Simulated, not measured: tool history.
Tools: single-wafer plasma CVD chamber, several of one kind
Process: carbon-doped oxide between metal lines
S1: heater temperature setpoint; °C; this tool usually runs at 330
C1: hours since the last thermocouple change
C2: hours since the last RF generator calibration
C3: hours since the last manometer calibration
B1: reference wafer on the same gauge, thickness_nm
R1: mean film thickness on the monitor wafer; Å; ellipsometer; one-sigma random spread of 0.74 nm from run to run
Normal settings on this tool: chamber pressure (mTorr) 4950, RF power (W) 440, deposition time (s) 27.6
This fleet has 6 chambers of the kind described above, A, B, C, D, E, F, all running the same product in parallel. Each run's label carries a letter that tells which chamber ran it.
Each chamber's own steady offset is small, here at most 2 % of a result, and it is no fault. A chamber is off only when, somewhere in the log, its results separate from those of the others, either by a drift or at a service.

Run 1A, hour 7.1: usual settings; C1 805.2; C2 499.8; C3 942.2; B1 145.24. Result: R1 1390 Å.
Run 2C, hour 14: usual settings; C1 588.6; C2 2779.5; C3 1324.4; B1 144.89. Result: R1 1380.1 Å.
Run 3D, hour 17.1: usual settings; C1 1730.9; C2 1085.4; C3 82.2; B1 144.92. Result: R1 1385.2 Å.
Run 4E, hour 23.6: usual settings; C1 985.4; C2 271.9; C3 63.9; B1 144.9. Result: R1 1389.5 Å.
Run 5F, hour 29.6: usual settings but S1 319 °C, chamber pressure (mTorr) 5460; C1 130.3; C2 1466; C3 483.9; B1 144.87. Result: R1 1452.1 Å.
Run 6B, hour 35.9: usual settings but S1 319 °C, chamber pressure (mTorr) 5460; C1 642; C2 915.6; C3 1273.2; B1 145.01. Result: R1 1453.9 Å.
Run 7B, hour 42.6: usual settings but S1 319 °C, chamber pressure (mTorr) 5460; C1 648.7; C2 922.3; C3 1279.9; B1 144.97. Result: R1 1445 Å.
Run 8A, hour 49.5: usual settings but S1 319 °C, chamber pressure (mTorr) 5460; C1 847.6; C2 542.2; C3 984.6; B1 144.85. Result: R1 1481.9 Å.
Run 9D, hour 54.1: usual settings but S1 319 °C, chamber pressure (mTorr) 5460; C1 1767.9; C2 1122.4; C3 119.2; B1 145.13. Result: R1 1446.2 Å.
Run 10E, hour 59: usual settings but S1 319 °C, chamber pressure (mTorr) 5460; C1 1020.8; C2 307.3; C3 99.3; B1 144.94. Result: R1 1455.5 Å.
Run 11F, hour 62.1: usual settings; C1 162.8; C2 1498.5; C3 516.4; B1 144.93. Result: R1 1377.3 Å.
Run 12C, hour 66.4: usual settings; C1 641; C2 2831.9; C3 1376.8; B1 145.02. Result: R1 1400.7 Å.
Run 13D, hour 70.5: usual settings; C1 1784.3; C2 1138.8; C3 135.6; B1 145.21. Result: R1 1364.3 Å.
Run 14F, hour 74.4: usual settings; C1 175.1; C2 1510.8; C3 528.7; B1 144.85. Result: R1 1362.4 Å.
Run 15C, hour 81.4: usual settings; C1 656; C2 2846.9; C3 1391.8; B1 144.89. Result: R1 1383.4 Å.
Run 16A, hour 85.3: usual settings but RF power (W) 470, deposition time (s) 29.4; C1 883.4; C2 578; C3 1020.4; B1 144.92. Result: R1 1559.1 Å.
Run 17B, hour 90.3: usual settings but RF power (W) 470, deposition time (s) 29.4; C1 696.4; C2 970; C3 1327.6; B1 145.24. Result: R1 1526.7 Å.
Run 18E, hour 95.2: usual settings but RF power (W) 470, deposition time (s) 29.4; C1 1057; C2 343.5; C3 135.5; B1 144.94. Result: R1 1558.1 Å.
Run 19C, hour 100.8: usual settings but RF power (W) 470, deposition time (s) 29.4; C1 675.4; C2 2866.3; C3 1411.2; B1 145.15. Result: R1 1542.9 Å.
Run 20A, hour 106: usual settings but RF power (W) 470, deposition time (s) 29.4; C1 904.1; C2 598.7; C3 1041.1; B1 144.93. Result: R1 1549.2 Å.
Run 21D, hour 112.2: usual settings but RF power (W) 470, deposition time (s) 29.4; C1 1826; C2 1180.5; C3 177.3; B1 144.98. Result: R1 1503.3 Å.
Run 22F, hour 116.2: usual settings; C1 216.9; C2 1552.6; C3 570.5; B1 144.82. Result: R1 1369 Å.
At hour 121.7: chamber C: RF generator calibrated.
Run 23E, hour 123.2: usual settings; C1 1085; C2 371.5; C3 163.5; B1 144.83. Result: R1 1374.9 Å.
Run 24B, hour 128.3: usual settings; C1 734.4; C2 1008; C3 1365.6; B1 144.98. Result: R1 1371.8 Å.
Run 25D, hour 134.4: usual settings; C1 1848.2; C2 1202.7; C3 199.5; B1 144.76. Result: R1 1348.6 Å.
Run 26B, hour 138.9: usual settings but chamber pressure (mTorr) 5890, deposition time (s) 30.6; C1 745; C2 1018.6; C3 1376.2; B1 145.07. Result: R1 1550.5 Å.
Run 27E, hour 143.7: usual settings but chamber pressure (mTorr) 5890, deposition time (s) 30.6; C1 1105.5; C2 392; C3 184; B1 145.04. Result: R1 1555.3 Å.
Run 28A, hour 147.5: usual settings but chamber pressure (mTorr) 5890, deposition time (s) 30.6; C1 945.6; C2 640.2; C3 1082.6; B1 144.97. Result: R1 1576.6 Å.
Run 29C, hour 151.5: usual settings but chamber pressure (mTorr) 5890, deposition time (s) 30.6; C1 726.1; C2 29.9; C3 1461.9; B1 144.93. Result: R1 1576.5 Å.
Run 30F, hour 154.9: usual settings but chamber pressure (mTorr) 5890, deposition time (s) 30.6; C1 255.6; C2 1591.3; C3 609.2; B1 145.13. Result: R1 1555.2 Å.
Run 31C, hour 159.6: usual settings but chamber pressure (mTorr) 5890, deposition time (s) 30.6; C1 734.2; C2 38; C3 1470; B1 144.89. Result: R1 1584.2 Å.
Run 32F, hour 165.6: usual settings; C1 266.3; C2 1602; C3 619.9; B1 144.95. Result: R1 1382.9 Å.
Run 33E, hour 170.1: usual settings; C1 1131.9; C2 418.4; C3 210.4; B1 145.23. Result: R1 1390.6 Å.
Run 34D, hour 176.5: usual settings; C1 1890.3; C2 1244.8; C3 241.6; B1 144.96. Result: R1 1321.9 Å.
Run 35A, hour 181.5: usual settings; C1 979.6; C2 674.2; C3 1116.6; B1 145.19. Result: R1 1392.5 Å.
Run 36B, hour 185.7: usual settings; C1 791.8; C2 1065.4; C3 1423; B1 144.99. Result: R1 1381.4 Å.
Run 37F, hour 190.4: usual settings; C1 291.1; C2 1626.8; C3 644.7; B1 145.14. Result: R1 1368.9 Å.
Run 38D, hour 195.4: usual settings but deposition time (s) 23.7; C1 1909.2; C2 1263.7; C3 260.5; B1 145.16. Result: R1 1127 Å.
At hour 197.2: chamber E: thermocouple changed; heater temperature recalibrated.
Run 39E, hour 198.5: usual settings but deposition time (s) 23.7; C1 1.3; C2 446.8; C3 238.8; B1 145.24. Result: R1 1194.8 Å.

One chamber off, gauge drift, or nothing amiss beyond the chambers' own small offsets? If it is a chamber, which one, and what is the likeliest cause?

Chamber D drifts away from the others.
What lies behind it: delivered RF power below the setpoint (%) = 7.35.

Below are 4 candidate recipes for chamber D's next run, each the usual settings with a change, their results shown as question marks. Which of them brings D's results back in line with what the other chambers give on the usual settings?
A result is in line if it is within this distance of the other chambers' mean on the usual settings: R1 26 Å
Run 40D-1, hour 203.6: usual settings but RF power (W) 405. Result: R1 ?.
Run 40D-2, hour 203.6: usual settings but S1 329 °C, RF power (W) 450, deposition time (s) 28.6. Result: R1 ?.
Run 40D-3, hour 203.6: usual settings but chamber pressure (mTorr) 5020, RF power (W) 460, deposition time (s) 29.2. Result: R1 ?.
Run 40D-4, hour 203.6: usual settings but chamber pressure (mTorr) 4780, RF power (W) 390. Result: R1 ?.

What the other chambers average on the usual settings: R1 1382.6 Å
  run      R1
40D-1  1228.2
40D-2  1382.2
40D-3  1431.9
40D-4  1186.6
It is 40D-2 that realigns the chamber with its peers.
